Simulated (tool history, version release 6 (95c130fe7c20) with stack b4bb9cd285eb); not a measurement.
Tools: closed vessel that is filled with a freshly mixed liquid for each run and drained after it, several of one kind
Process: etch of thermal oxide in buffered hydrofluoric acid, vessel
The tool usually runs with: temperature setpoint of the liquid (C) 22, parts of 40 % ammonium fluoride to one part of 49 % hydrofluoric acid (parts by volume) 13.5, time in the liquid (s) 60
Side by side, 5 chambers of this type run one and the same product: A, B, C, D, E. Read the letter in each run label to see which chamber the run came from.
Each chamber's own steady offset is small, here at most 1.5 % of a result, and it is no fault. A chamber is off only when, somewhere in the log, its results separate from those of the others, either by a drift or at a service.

| run | hour | temperature setpoint of the liquid (C) | parts of 40 % ammonium fluoride to one part of 49 % hydrofluoric acid (parts by volume) | time in the liquid (s) | hours since the thermometer was replaced | hours since the hydrofluoric acid flow meter was replaced | read-back film thickness of the thermal oxide reference wafer, read on the same gauge (nm) | thickness taken off the thermal oxide on a monitor wafer (angstrom) |
|---|---|---|---|---|---|---|---|---|
| 1B | 8.1 | 22 | 13.5 | 60 | 286 | 983.7 | 150.01 | 497.3 |
| 2C | 17.9 | 22 | 13.5 | 60 | 720.9 | 270.4 | 149.99 | 490.03 |
| 3D | 32.6 | 22 | 13.5 | 60 | 1093.4 | 934.3 | 149.98 | 492.95 |
| 4A | 47.7 | 22 | 13.5 | 60 | 1570.9 | 557.8 | 150.01 | 482.87 |
| 5E | 58.9 | 22 | 13.5 | 60 | 1639.5 | 109.5 | 149.99 | 495.32 |
| 6A | 73.5 | 22 | 13.5 | 60 | 1596.7 | 583.6 | 150.03 | 489.38 |
| 7E | 82 | 22 | 13.5 | 60 | 1662.6 | 132.6 | 149.97 | 493.69 |
| 8C | 94.2 | 22 | 13.5 | 60 | 797.2 | 346.7 | 150 | 489.8 |
| 9B | 103.8 | 22 | 13.5 | 85 | 381.7 | 1079.4 | 150.02 | 698.71 |
| 10D | 116.1 | 22 | 13.5 | 85 | 1176.9 | 1017.8 | 150.03 | 691.19 |
| 11B | 128.9 | 22 | 13.5 | 85 | 406.8 | 1104.5 | 150.03 | 702.37 |
| 12E | 141.7 | 22 | 13.5 | 85 | 1722.3 | 192.3 | 149.99 | 700.71 |
| 13A | 149.9 | 22 | 13.5 | 85 | 1673.1 | 660 | 150.05 | 688.15 |
| 14C | 165.3 | 22 | 13.5 | 60 | 868.3 | 417.8 | 150.03 | 491.21 |
| 15D | 177.3 | 22 | 13.5 | 60 | 1238.1 | 1079 | 150 | 491.32 |
| 16B | 184.3 | 22 | 13.5 | 60 | 462.2 | 1159.9 | 150.01 | 494.41 |
| 17A | 194.2 | 22 | 13.5 | 60 | 1717.4 | 704.3 | 150.06 | 487.71 |
| 18E | 207.1 | 22 | 15.5 | 60 | 1787.7 | 257.7 | 150.02 | 431.23 |
| 19D | 216.1 | 22 | 15.5 | 60 | 1276.9 | 1117.8 | 149.96 | 428.63 |
| 20C | 223.6 | 22 | 15.5 | 60 | 926.6 | 476.1 | 149.95 | 422.15 |
| 21C | 233.2 | 22 | 15.5 | 60 | 936.2 | 485.7 | 149.99 | 425.72 |
| 22E | 241.2 | 22 | 15.5 | 60 | 1821.8 | 291.8 | 150.03 | 428.67 |
| 23D | 256.5 | 22 | 13.5 | 60 | 1317.3 | 1158.2 | 149.98 | 492.03 |
| 24B | 264.1 | 22 | 13.5 | 60 | 542 | 1239.7 | 150.01 | 493.06 |
| 25A | 274.8 | 22 | 13.5 | 60 | 1798 | 784.9 | 150.02 | 486.46 |
| 26E | 283 | 22 | 13.5 | 60 | 1863.6 | 333.6 | 149.99 | 493.52 |
|  | 290.4 | chamber A: thermometer replaced |
| 27D | 290.9 | 22 | 13.5 | 90 | 1351.7 | 1192.6 | 149.95 | 738.94 |
| 28C | 303.5 | 22 | 13.5 | 90 | 1006.5 | 556 | 150.04 | 732.73 |
| 29A | 318.3 | 22 | 13.5 | 90 | 27.9 | 828.4 | 150 | 733.62 |
| 30B | 332.7 | 22 | 13.5 | 90 | 610.6 | 1308.3 | 150 | 744.79 |
| 31B | 347.1 | 22 | 13.5 | 90 | 625 | 1322.7 | 150.02 | 744.32 |
| 32A | 359.2 | 22 | 13.5 | 60 | 68.8 | 869.3 | 149.98 | 484.81 |
| 33E | 369.2 | 22 | 13.5 | 60 | 1949.8 | 419.8 | 149.94 | 493 |
| 34D | 377.3 | 22 | 13.5 | 60 | 1438.1 | 1279 | 150 | 492.15 |
| 35C | 384.5 | 22 | 13.5 | 60 | 1087.5 | 637 | 150 | 487.48 |
|  | 389.8 | chamber D: hydrofluoric acid flow meter replaced |
| 36D | 398.4 | 22 | 13.5 | 60 | 1459.2 | 8.6 | 149.93 | 491.52 |

The same settings go to every chamber for the next run, one line per chamber below. Forecast the results for each:
| 37A | 409.5 | 25.5 | 13.5 | 60 |  |  |  | ? |
| 37B | 409.5 | 25.5 | 13.5 | 60 |  |  |  | ? |
| 37C | 409.5 | 25.5 | 13.5 | 60 |  |  |  | ? |
| 37D | 409.5 | 25.5 | 13.5 | 60 |  |  |  | ? |
| 37E | 409.5 | 25.5 | 13.5 | 60 |  |  |  | ? |

| run | thickness taken off the thermal oxide on a monitor wafer (angstrom) |
|---|---|
| 37A | 589.67 |
| 37B | 599.03 |
| 37C | 593.86 |
| 37D | 593.79 |
| 37E | 598.6 |
